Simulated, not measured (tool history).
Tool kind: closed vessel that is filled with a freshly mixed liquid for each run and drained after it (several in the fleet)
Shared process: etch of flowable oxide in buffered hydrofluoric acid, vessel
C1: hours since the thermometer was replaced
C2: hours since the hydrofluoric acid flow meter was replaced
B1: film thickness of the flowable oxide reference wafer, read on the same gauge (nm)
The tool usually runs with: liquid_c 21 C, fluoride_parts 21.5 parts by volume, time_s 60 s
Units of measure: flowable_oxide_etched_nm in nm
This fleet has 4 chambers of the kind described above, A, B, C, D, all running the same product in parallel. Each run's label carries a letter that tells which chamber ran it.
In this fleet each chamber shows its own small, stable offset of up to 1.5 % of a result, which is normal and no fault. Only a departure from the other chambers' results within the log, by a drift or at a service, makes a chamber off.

run 1D hour=5.2 | liquid_c=21 fluoride_parts=21.5 time_s=60 | C1=775.2 C2=458.1 | B1=80.013 | flowable_oxide_etched_nm=62.721
run 2A hour=9.8 | liquid_c=21 fluoride_parts=21.5 time_s=60 | C1=380.8 C2=336.5 | B1=79.993 | flowable_oxide_etched_nm=62.21
run 3B hour=17.3 | liquid_c=21 fluoride_parts=21.5 time_s=60 | C1=758.1 C2=278.5 | B1=79.981 | flowable_oxide_etched_nm=62.198
run 4C hour=26.1 | liquid_c=21 fluoride_parts=21.5 time_s=60 | C1=1180.4 C2=1393.6 | B1=80.024 | flowable_oxide_etched_nm=61.899
run 5C hour=32.9 | liquid_c=21 fluoride_parts=21.5 time_s=60 | C1=1187.2 C2=1400.4 | B1=79.986 | flowable_oxide_etched_nm=62.242
run 6A hour=38 | liquid_c=21 fluoride_parts=21.5 time_s=60 | C1=409 C2=364.7 | B1=79.98 | flowable_oxide_etched_nm=62.748
run 7D hour=43.5 | liquid_c=21 fluoride_parts=21.5 time_s=60 | C1=813.5 C2=496.4 | B1=80.011 | flowable_oxide_etched_nm=63.197
run 8B hour=48.5 | liquid_c=21 fluoride_parts=21.5 time_s=60 | C1=789.3 C2=309.7 | B1=79.961 | flowable_oxide_etched_nm=62.448
run 9A hour=56.2 | liquid_c=21 fluoride_parts=21.5 time_s=60 | C1=427.2 C2=382.9 | B1=79.997 | flowable_oxide_etched_nm=62.353
run 10C hour=60.2 | liquid_c=21 fluoride_parts=21.5 time_s=60 | C1=1214.5 C2=1427.7 | B1=80 | flowable_oxide_etched_nm=62.361
run 11D hour=64.4 | liquid_c=21 fluoride_parts=21.5 time_s=60 | C1=834.4 C2=517.3 | B1=80 | flowable_oxide_etched_nm=63.042
run 12B hour=72.3 | liquid_c=24 fluoride_parts=14.5 time_s=60 | C1=813.1 C2=333.5 | B1=80.012 | flowable_oxide_etched_nm=106.55
run 13B hour=76.5 | liquid_c=24 fluoride_parts=14.5 time_s=60 | C1=817.3 C2=337.7 | B1=80.013 | flowable_oxide_etched_nm=107.35
run 14A hour=82 | liquid_c=24 fluoride_parts=14.5 time_s=60 | C1=453 C2=408.7 | B1=79.983 | flowable_oxide_etched_nm=104.27
run 15C hour=87.6 | liquid_c=24 fluoride_parts=14.5 time_s=60 | C1=1241.9 C2=1455.1 | B1=79.973 | flowable_oxide_etched_nm=104.96
run 16D hour=94.3 | liquid_c=21 fluoride_parts=21.5 time_s=60 | C1=864.3 C2=547.2 | B1=79.972 | flowable_oxide_etched_nm=62.973
run 17B hour=101.6 | liquid_c=21 fluoride_parts=14.5 time_s=60 | C1=842.4 C2=362.8 | B1=79.991 | flowable_oxide_etched_nm=90.703
run 18A hour=110.5 | liquid_c=21 fluoride_parts=14.5 time_s=60 | C1=481.5 C2=437.2 | B1=79.976 | flowable_oxide_etched_nm=88.848
run 19C hour=117 | liquid_c=21 fluoride_parts=14.5 time_s=60 | C1=1271.3 C2=1484.5 | B1=80.039 | flowable_oxide_etched_nm=90.603
-- hour=118.2 chamber B: hydrofluoric acid flow meter replaced
run 20D hour=124.5 | liquid_c=21 fluoride_parts=14.5 time_s=60 | C1=894.5 C2=577.4 | B1=79.998 | flowable_oxide_etched_nm=90.114
run 21B hour=132 | liquid_c=21 fluoride_parts=21.5 time_s=60 | C1=872.8 C2=13.8 | B1=80.004 | flowable_oxide_etched_nm=62.642
run 22A hour=137.9 | liquid_c=21 fluoride_parts=21.5 time_s=60 | C1=508.9 C2=464.6 | B1=80.017 | flowable_oxide_etched_nm=62.249
run 23D hour=146.9 | liquid_c=21 fluoride_parts=21.5 time_s=60 | C1=916.9 C2=599.8 | B1=79.97 | flowable_oxide_etched_nm=62.871
run 24C hour=154.2 | liquid_c=21 fluoride_parts=21.5 time_s=60 | C1=1308.5 C2=1521.7 | B1=79.991 | flowable_oxide_etched_nm=62.449
run 25C hour=158.2 | liquid_c=21 fluoride_parts=21.5 time_s=60 | C1=1312.5 C2=1525.7 | B1=79.993 | flowable_oxide_etched_nm=62.704
run 26D hour=163.4 | liquid_c=21 fluoride_parts=21.5 time_s=35 | C1=933.4 C2=616.3 | B1=79.987 | flowable_oxide_etched_nm=36.918
run 27A hour=171.3 | liquid_c=21 fluoride_parts=21.5 time_s=35 | C1=542.3 C2=498 | B1=80.012 | flowable_oxide_etched_nm=36.235
run 28B hour=179.5 | liquid_c=21 fluoride_parts=21.5 time_s=35 | C1=920.3 C2=61.3 | B1=80.012 | flowable_oxide_etched_nm=36.584
run 29D hour=184.4 | liquid_c=21 fluoride_parts=21.5 time_s=35 | C1=954.4 C2=637.3 | B1=80.01 | flowable_oxide_etched_nm=36.574
run 30A hour=190 | liquid_c=21 fluoride_parts=21.5 time_s=60 | C1=561 C2=516.7 | B1=79.978 | flowable_oxide_etched_nm=62.117
run 31B hour=194.4 | liquid_c=21 fluoride_parts=21.5 time_s=60 | C1=935.2 C2=76.2 | B1=80.026 | flowable_oxide_etched_nm=63.083

Has any chamber moved away from the others, gradually or after a service, or does the common gauge drift, or do the chambers differ only by their own small steady offsets? State the chamber and the most likely cause if one applies.

Neither any chamber nor the gauge drifts; the chambers differ only by their own small, steady offsets.

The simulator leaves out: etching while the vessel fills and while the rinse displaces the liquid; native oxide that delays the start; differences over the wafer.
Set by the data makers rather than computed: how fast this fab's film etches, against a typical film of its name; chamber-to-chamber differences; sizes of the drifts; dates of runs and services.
